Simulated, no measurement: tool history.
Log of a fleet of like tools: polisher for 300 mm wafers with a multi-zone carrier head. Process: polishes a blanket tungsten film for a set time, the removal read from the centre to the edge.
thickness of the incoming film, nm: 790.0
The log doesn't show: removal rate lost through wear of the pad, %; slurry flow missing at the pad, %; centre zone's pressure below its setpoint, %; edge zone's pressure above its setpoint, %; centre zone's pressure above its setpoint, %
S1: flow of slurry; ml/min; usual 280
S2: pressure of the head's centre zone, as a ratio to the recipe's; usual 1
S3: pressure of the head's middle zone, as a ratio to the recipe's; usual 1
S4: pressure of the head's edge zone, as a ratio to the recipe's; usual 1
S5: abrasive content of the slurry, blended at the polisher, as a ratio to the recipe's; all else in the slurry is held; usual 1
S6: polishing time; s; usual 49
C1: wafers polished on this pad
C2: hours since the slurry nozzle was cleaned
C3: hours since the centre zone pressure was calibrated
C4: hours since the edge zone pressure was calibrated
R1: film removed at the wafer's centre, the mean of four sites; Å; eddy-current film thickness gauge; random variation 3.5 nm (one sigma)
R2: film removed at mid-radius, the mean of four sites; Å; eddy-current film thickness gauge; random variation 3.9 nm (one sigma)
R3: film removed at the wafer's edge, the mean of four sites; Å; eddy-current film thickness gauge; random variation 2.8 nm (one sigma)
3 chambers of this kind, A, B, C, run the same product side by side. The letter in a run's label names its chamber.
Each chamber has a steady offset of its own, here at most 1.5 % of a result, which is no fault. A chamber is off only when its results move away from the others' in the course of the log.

Run 1B, day 0.129: usual settings; C1 122; C2 485.5; C3 291.8; C4 580.9. Result: R1 2720.8 Å, R2 2745.8 Å, R3 2690.3 Å.
At day 0.354: chamber A: worn pad replaced by a new one.
Run 2A, day 0.396: usual settings; C1 9; C2 429.3; C3 1056.1; C4 200.3. Result: R1 2721.4 Å, R2 2663.7 Å, R3 2756.1 Å.
Run 3C, day 0.567: usual settings; C1 713; C2 240.3; C3 336.1; C4 307.3. Result: R1 2751.3 Å, R2 2671.8 Å, R3 2734.3 Å.
Run 4B, day 0.708: usual settings; C1 249; C2 499.4; C3 305.7; C4 594.8. Result: R1 2751.8 Å, R2 2684.7 Å, R3 2728.8 Å.
Run 5C, day 0.979: usual settings but S3 1.11, S6 37 s; C1 803; C2 250.2; C3 346; C4 317.2. Result: R1 2032.2 Å, R2 2237.5 Å, R3 2049.1 Å.
Run 6A, day 1.133: usual settings but S3 1.11, S6 37 s; C1 170; C2 447; C3 1073.8; C4 218. Result: R1 2033.6 Å, R2 2212.9 Å, R3 2054.3 Å.
Run 7A, day 1.354: usual settings but S3 1.11, S6 37 s; C1 219; C2 452.3; C3 1079.1; C4 223.3. Result: R1 2033.8 Å, R2 2198.1 Å, R3 2059.1 Å.
Run 8B, day 1.488: usual settings; C1 419; C2 518.1; C3 324.4; C4 613.5. Result: R1 2688.4 Å, R2 2706.2 Å, R3 2701.1 Å.
At day 1.496: chamber C: worn pad replaced by a new one.
Run 9C, day 1.712: usual settings; C1 48; C2 267.8; C3 363.6; C4 334.8. Result: R1 2773.3 Å, R2 2685.4 Å, R3 2744 Å.
Run 10A, day 1.933: usual settings; C1 345; C2 466.2; C3 1093; C4 237.2. Result: R1 2716.2 Å, R2 2649.6 Å, R3 2738.2 Å.
Run 11C, day 2.058: usual settings; C1 123; C2 276.1; C3 371.9; C4 343.1. Result: R1 2677.5 Å, R2 2696 Å, R3 2730.6 Å.
Run 12B, day 2.221: usual settings; C1 580; C2 535.7; C3 342; C4 631.1. Result: R1 2742.4 Å, R2 2634.7 Å, R3 2735.8 Å.
Run 13C, day 2.383: usual settings but S5 1.2, S6 33 s; C1 194; C2 283.9; C3 379.7; C4 350.9. Result: R1 1930.9 Å, R2 1900.3 Å, R3 1881 Å.
At day 2.45: chamber C: slurry nozzle cleaned.
Run 14A, day 2.638: usual settings but S5 1.2, S6 33 s; C1 499; C2 483.1; C3 1109.9; C4 254.1. Result: R1 1909.1 Å, R2 1852.8 Å, R3 1863.7 Å.
Run 15B, day 2.779: usual settings but S5 1.2, S6 33 s; C1 702; C2 549.1; C3 355.4; C4 644.5. Result: R1 1937.3 Å, R2 1910.8 Å, R3 1919.6 Å.
At day 2.808: chamber A: centre zone pressure recalibrated.
Run 16A, day 2.988: usual settings; C1 576; C2 491.5; C3 4.4; C4 262.5. Result: R1 2454.3 Å, R2 2725.5 Å, R3 2720.6 Å.
Run 17C, day 3.146: usual settings; C1 361; C2 16.7; C3 398; C4 369.2. Result: R1 2656 Å, R2 2765.9 Å, R3 2704.6 Å.
Run 18B, day 3.308: usual settings; C1 818; C2 561.8; C3 368.1; C4 657.2. Result: R1 2685.1 Å, R2 2687.1 Å, R3 2741.9 Å.
Run 19C, day 3.554: usual settings; C1 450; C2 26.5; C3 407.8; C4 379. Result: R1 2758.8 Å, R2 2673.2 Å, R3 2704.3 Å.
Run 20B, day 3.75: usual settings; C1 914; C2 572.4; C3 378.7; C4 667.8. Result: R1 2632.5 Å, R2 2699.8 Å, R3 2736.2 Å.
Run 21A, day 4.012: usual settings; C1 800; C2 516.1; C3 29; C4 287.1. Result: R1 2491.6 Å, R2 2686.8 Å, R3 2708.9 Å.
Run 22A, day 4.3: usual settings; C1 863; C2 523; C3 35.9; C4 294. Result: R1 2409.2 Å, R2 2664.1 Å, R3 2677.8 Å.
Run 23B, day 4.483: usual settings; C1 1075; C2 590; C3 396.3; C4 685.4. Result: R1 2703.8 Å, R2 2742.7 Å, R3 2740.2 Å.
Run 24C, day 4.658: usual settings; C1 692; C2 53; C3 434.3; C4 405.5. Result: R1 2691.7 Å, R2 2786.7 Å, R3 2700.3 Å.
Run 25B, day 4.8: usual settings but S3 1.06, S4 1.09; C1 1144; C2 597.6; C3 403.9; C4 693. Result: R1 2711.6 Å, R2 2852.9 Å, R3 2830.8 Å.
Run 26C, day 5.046: usual settings but S3 1.06, S4 1.09; C1 777; C2 62.3; C3 443.6; C4 414.8. Result: R1 2705.7 Å, R2 2846.5 Å, R3 2887.9 Å.
At day 5.104: chamber A: slurry nozzle cleaned.
Run 27A, day 5.238: usual settings but S3 1.06, S4 1.09; C1 1068; C2 3.2; C3 58.4; C4 316.5. Result: R1 2380.8 Å, R2 2836.3 Å, R3 2832.5 Å.
At day 5.3: chamber B: worn pad replaced by a new one.
At day 5.467: chamber B: edge zone pressure recalibrated.
Run 28C, day 5.512: usual settings; C1 879; C2 73.5; C3 454.8; C4 426. Result: R1 2713.2 Å, R2 2718.6 Å, R3 2746.2 Å.
Run 29B, day 5.679: usual settings; C1 83; C2 618.7; C3 425; C4 5.1. Result: R1 2698.9 Å, R2 2736.6 Å, R3 2715.6 Å.
At day 5.708: chamber A: worn pad replaced by a new one.
Run 30A, day 5.858: usual settings; C1 33; C2 18.1; C3 73.3; C4 331.4. Result: R1 2435.3 Å, R2 2683.5 Å, R3 2737.5 Å.
Run 31B, day 6.004: usual settings; C1 154; C2 626.5; C3 432.8; C4 12.9. Result: R1 2751.7 Å, R2 2663.9 Å, R3 2718.1 Å.
Run 32C, day 6.188: usual settings; C1 1026; C2 89.7; C3 471; C4 442.2. Result: R1 2679.8 Å, R2 2697.8 Å, R3 2745.8 Å.
Run 33A, day 6.333: usual settings but S4 0.89, S5 0.75; C1 137; C2 29.5; C3 84.7; C4 342.8. Result: R1 2327 Å, R2 2477.3 Å, R3 2353.5 Å.
Run 34B, day 6.55: usual settings but S4 0.89, S5 0.75; C1 274; C2 639.6; C3 445.9; C4 26. Result: R1 2573.4 Å, R2 2523.5 Å, R3 2411.4 Å.
At day 6.583: chamber C: worn pad replaced by a new one.
Run 35C, day 6.771: usual settings but S4 0.89, S5 0.75; C1 41; C2 103.7; C3 485; C4 456.2. Result: R1 2584.9 Å, R2 2558.3 Å, R3 2370.3 Å.
Run 36A, day 7.029: usual settings but S2 1.06; C1 289; C2 46.2; C3 101.4; C4 359.5. Result: R1 2667.8 Å, R2 2658.8 Å, R3 2696.8 Å.
Run 37C, day 7.312: usual settings but S2 1.06; C1 159; C2 116.7; C3 498; C4 469.2. Result: R1 2854.8 Å, R2 2677.2 Å, R3 2677 Å.
Run 38A, day 7.467: usual settings but S2 1.06; C1 385; C2 56.7; C3 111.9; C4 370. Result: R1 2642.1 Å, R2 2656 Å, R3 2714.8 Å.

All 3 chambers run these settings next. Forecast each chamber's results:
Run 39A, day 7.675: usual settings. Result: R1 ?, R2 ?, R3 ?.
Run 39B, day 7.675: usual settings. Result: R1 ?, R2 ?, R3 ?.
Run 39C, day 7.675: usual settings. Result: R1 ?, R2 ?, R3 ?.

run      R1      R2      R3
39A  2487.6  2679.9  2717.8
39B  2704.6  2715.4  2691.1
39C  2764.6  2743.5  2756.3
